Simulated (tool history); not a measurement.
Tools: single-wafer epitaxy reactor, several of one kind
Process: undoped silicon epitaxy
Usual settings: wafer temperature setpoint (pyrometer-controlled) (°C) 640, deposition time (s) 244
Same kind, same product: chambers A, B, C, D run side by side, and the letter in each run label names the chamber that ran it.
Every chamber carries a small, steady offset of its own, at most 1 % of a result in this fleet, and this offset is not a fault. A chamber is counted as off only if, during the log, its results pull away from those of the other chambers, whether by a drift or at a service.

| run | hour | wafer temperature setpoint (pyrometer-controlled) (°C) | deposition time (s) | read-back reference wafer on the same gauge, thickness_nm | mean film thickness on the monitor wafer (nm) |
|---|---|---|---|---|---|
| 1C | 6.6 | 640 | 244 | 32.795 | 32.947 |
| 2D | 14.1 | 640 | 244 | 32.795 | 33.004 |
| 3A | 22.2 | 640 | 244 | 32.770 | 32.772 |
| 4B | 27.7 | 640 | 244 | 32.781 | 32.605 |
| 5D | 34.0 | 645 | 274 | 32.788 | 41.290 |
| 6A | 41.5 | 645 | 274 | 32.774 | 41.189 |
| 7B | 48.6 | 645 | 274 | 32.783 | 40.911 |
| 8C | 58.0 | 645 | 274 | 32.760 | 41.028 |
| 9C | 65.0 | 640 | 244 | 32.770 | 32.743 |
| 10A | 74.2 | 640 | 244 | 32.752 | 32.659 |
| 11D | 81.2 | 640 | 244 | 32.757 | 33.001 |
| 12B | 93.5 | 640 | 244 | 32.755 | 32.455 |
| 13C | 105.2 | 640 | 244 | 32.760 | 32.838 |
| 14B | 114.7 | 640 | 244 | 32.741 | 32.524 |
| 15D | 121.8 | 640 | 244 | 32.738 | 32.997 |
| 16A | 128.0 | 640 | 244 | 32.744 | 32.698 |
| 17B | 133.6 | 640 | 244 | 32.735 | 32.599 |
| 18D | 144.6 | 640 | 244 | 32.732 | 32.915 |
| 19A | 151.4 | 640 | 244 | 32.732 | 32.628 |
| 20C | 162.5 | 640 | 244 | 32.713 | 32.744 |
| 21D | 170.4 | 640 | 244 | 32.716 | 32.880 |
| 22A | 182.2 | 640 | 244 | 32.703 | 32.709 |
| 23C | 189.7 | 640 | 244 | 32.715 | 32.796 |
| 24B | 201.2 | 640 | 244 | 32.702 | 32.423 |
| 25C | 213.1 | 640 | 244 | 32.689 | 32.707 |
| 26A | 219.0 | 640 | 244 | 32.687 | 32.621 |
| 27B | 231.4 | 640 | 244 | 32.694 | 32.508 |
| 28D | 239.9 | 640 | 244 | 32.683 | 32.909 |
| 29A | 249.3 | 640 | 244 | 32.691 | 32.643 |
| 30D | 256.2 | 640 | 244 | 32.674 | 32.888 |
| 31C | 266.9 | 640 | 244 | 32.673 | 32.791 |
| 32B | 274.7 | 640 | 244 | 32.667 | 32.453 |
| 33C | 283.7 | 640 | 244 | 32.657 | 32.675 |
| 34A | 295.5 | 640 | 244 | 32.644 | 32.584 |
|  | 298.8 | chamber D: pyrometer calibrated |
| 35B | 306.2 | 640 | 244 | 32.642 | 32.403 |
| 36D | 312.2 | 640 | 244 | 32.638 | 32.819 |
| 37C | 324.5 | 640 | 244 | 32.636 | 32.637 |
| 38D | 333.7 | 628 | 244 | 32.623 | 25.110 |
| 39A | 340.5 | 628 | 244 | 32.633 | 24.705 |
| 40B | 349.1 | 628 | 244 | 32.626 | 24.666 |
| 41B | 357.2 | 628 | 244 | 32.622 | 24.661 |
| 42A | 364.9 | 640 | 244 | 32.619 | 32.532 |

All 4 chambers run these settings next. Forecast each chamber's results:
| 43A | 374.1 | 640 | 244 |  | ? |
| 43B | 374.1 | 640 | 244 |  | ? |
| 43C | 374.1 | 640 | 244 |  | ? |
| 43D | 374.1 | 640 | 244 |  | ? |

| run | mean film thickness on the monitor wafer (nm) |
|---|---|
| 43A | 32.500 |
| 43B | 32.442 |
| 43C | 32.653 |
| 43D | 32.767 |
